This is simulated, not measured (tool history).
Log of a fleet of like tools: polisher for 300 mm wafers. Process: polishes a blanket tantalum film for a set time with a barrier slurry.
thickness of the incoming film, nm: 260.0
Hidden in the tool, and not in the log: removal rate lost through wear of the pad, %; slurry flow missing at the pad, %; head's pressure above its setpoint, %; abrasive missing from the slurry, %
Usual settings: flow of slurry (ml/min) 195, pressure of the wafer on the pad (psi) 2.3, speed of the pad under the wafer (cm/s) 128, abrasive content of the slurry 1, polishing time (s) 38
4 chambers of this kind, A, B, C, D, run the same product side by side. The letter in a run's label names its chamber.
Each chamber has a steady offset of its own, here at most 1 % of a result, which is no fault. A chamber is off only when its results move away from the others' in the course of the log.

| run | hour | flow of slurry (ml/min) | pressure of the wafer on the pad (psi) | speed of the pad under the wafer (cm/s) | abrasive content of the slurry | polishing time (s) | wafers polished on this pad | hours since the slurry nozzle was cleaned | hours since the head pressure was calibrated | hours since the slurry blender was calibrated | film removed (nm) |
|---|---|---|---|---|---|---|---|---|---|---|---|
|  | 3 | chamber D: worn pad replaced by a new one |
| 1B | 4 | 195 | 2.3 | 128 | 1 | 38 | 1094 | 532 | 915.6 | 201.1 | 77.644 |
| 2A | 8.5 | 195 | 2.3 | 128 | 1 | 38 | 777 | 320.8 | 315.2 | 170.6 | 78.723 |
| 3C | 11.5 | 195 | 2.3 | 128 | 1 | 38 | 660 | 498.1 | 511.3 | 164.5 | 78.541 |
|  | 14.3 | chamber A: slurry blender recalibrated |
| 4D | 14.6 | 195 | 2.3 | 128 | 1 | 38 | 122 | 154.3 | 152.8 | 43.2 | 79.398 |
| 5D | 17.1 | 245 | 2.3 | 128 | 1.1 | 38 | 148 | 156.8 | 155.3 | 45.7 | 83.021 |
| 6A | 20.9 | 245 | 2.3 | 128 | 1.1 | 38 | 907 | 333.2 | 327.6 | 6.6 | 82.769 |
| 7B | 25.2 | 245 | 2.3 | 128 | 1.1 | 38 | 1317 | 553.2 | 936.8 | 222.3 | 82.73 |
| 8C | 29.8 | 245 | 2.3 | 128 | 1.1 | 38 | 853 | 516.4 | 529.6 | 182.8 | 83.319 |
|  | 31.3 | chamber A: slurry nozzle cleaned |
| 9D | 33.7 | 195 | 2.3 | 128 | 0.75 | 34 | 323 | 173.4 | 171.9 | 62.3 | 64.797 |
|  | 34 | chamber C: slurry nozzle cleaned |
| 10A | 36.9 | 195 | 2.3 | 128 | 0.75 | 34 | 1075 | 5.7 | 343.6 | 22.6 | 64.471 |
| 11B | 41 | 195 | 2.3 | 128 | 0.75 | 34 | 1483 | 569 | 952.6 | 238.1 | 63.421 |
| 12C | 43.3 | 195 | 2.3 | 128 | 0.75 | 34 | 994 | 9.4 | 543.1 | 196.3 | 63.117 |
| 13C | 48 | 195 | 2.3 | 128 | 0.75 | 33 | 1044 | 14.1 | 547.8 | 201 | 61.157 |
|  | 49.9 | chamber B: worn pad replaced by a new one |
|  | 51.8 | chamber C: slurry blender recalibrated |
| 14B | 52.3 | 195 | 2.3 | 128 | 0.75 | 33 | 25 | 580.3 | 963.9 | 249.4 | 61.855 |
|  | 54.2 | chamber A: worn pad replaced by a new one |
| 15A | 55.2 | 195 | 2.3 | 128 | 0.75 | 33 | 11 | 24 | 361.9 | 40.9 | 62.662 |
| 16D | 59.5 | 195 | 2.3 | 128 | 0.75 | 33 | 594 | 199.2 | 197.7 | 88.1 | 63.341 |
| 17A | 61.7 | 195 | 2.3 | 128 | 1 | 49 | 79 | 30.5 | 368.4 | 47.4 | 102.31 |
| 18B | 65.4 | 195 | 2.3 | 128 | 1 | 49 | 163 | 593.4 | 977 | 262.5 | 100.74 |
|  | 68.3 | chamber D: worn pad replaced by a new one |
| 19D | 69.8 | 195 | 2.3 | 128 | 1 | 49 | 15 | 209.5 | 208 | 98.4 | 101.22 |
| 20C | 74 | 195 | 2.3 | 128 | 1 | 49 | 1317 | 40.1 | 573.8 | 22.2 | 98.538 |
| 21A | 78 | 195 | 2.3 | 128 | 1 | 38 | 251 | 46.8 | 384.7 | 63.7 | 78.781 |
| 22B | 81.2 | 195 | 2.3 | 128 | 1 | 38 | 329 | 609.2 | 992.8 | 278.3 | 77.377 |
| 23C | 83.7 | 195 | 2.3 | 128 | 1 | 38 | 1419 | 49.8 | 583.5 | 31.9 | 76.772 |
|  | 85 | chamber B: slurry blender recalibrated |
| 24D | 86.4 | 195 | 2.3 | 128 | 1 | 38 | 190 | 226.1 | 224.6 | 115 | 78.109 |
| 25B | 90.3 | 195 | 2.3 | 128 | 1 | 38 | 425 | 618.3 | 1001.9 | 5.4 | 78.428 |
|  | 90.6 | chamber C: head pressure recalibrated |
| 26D | 93.3 | 195 | 2.3 | 128 | 1 | 38 | 262 | 233 | 231.5 | 121.9 | 78.185 |
| 27C | 96.8 | 195 | 2.3 | 128 | 1 | 38 | 1557 | 62.9 | 6.2 | 45 | 76.203 |
| 28A | 99.3 | 195 | 2.3 | 128 | 1 | 38 | 474 | 68.1 | 406 | 85 | 79.079 |

What goes on in this fleet: one chamber off, a drifting gauge, or nothing beyond the chambers' own small offsets? Name the chamber and the cause, if any.

Chamber C drifts away from the others.
Cause: removal rate lost through wear of the pad, % = 3.12.

Here are 4 candidates for chamber C's next run, each the usual settings with a change, their results left as question marks. Which one brings its results back in line with what the others give on the usual settings?
In line means no further than this from the other chambers' mean on the usual settings: film removed (nm) 1.7
| 29C-1 | 102.9 | 195 | 2.3 | 138 | 1 | 38 |  |  |  |  | ? |
| 29C-2 | 102.9 | 195 | 2.3 | 128 | 1 | 39 |  |  |  |  | ? |
| 29C-3 | 102.9 | 195 | 2.3 | 128 | 1 | 37 |  |  |  |  | ? |
| 29C-4 | 102.9 | 195 | 2.3 | 120 | 1 | 38 |  |  |  |  | ? |

The other chambers' mean on the usual settings: film removed (nm) 78.681
| run | film removed (nm) |
|---|---|
| 29C-1 | 82.19 |
| 29C-2 | 78.179 |
| 29C-3 | 74.17 |
| 29C-4 | 71.363 |
29C-2 brings the chamber back in line.

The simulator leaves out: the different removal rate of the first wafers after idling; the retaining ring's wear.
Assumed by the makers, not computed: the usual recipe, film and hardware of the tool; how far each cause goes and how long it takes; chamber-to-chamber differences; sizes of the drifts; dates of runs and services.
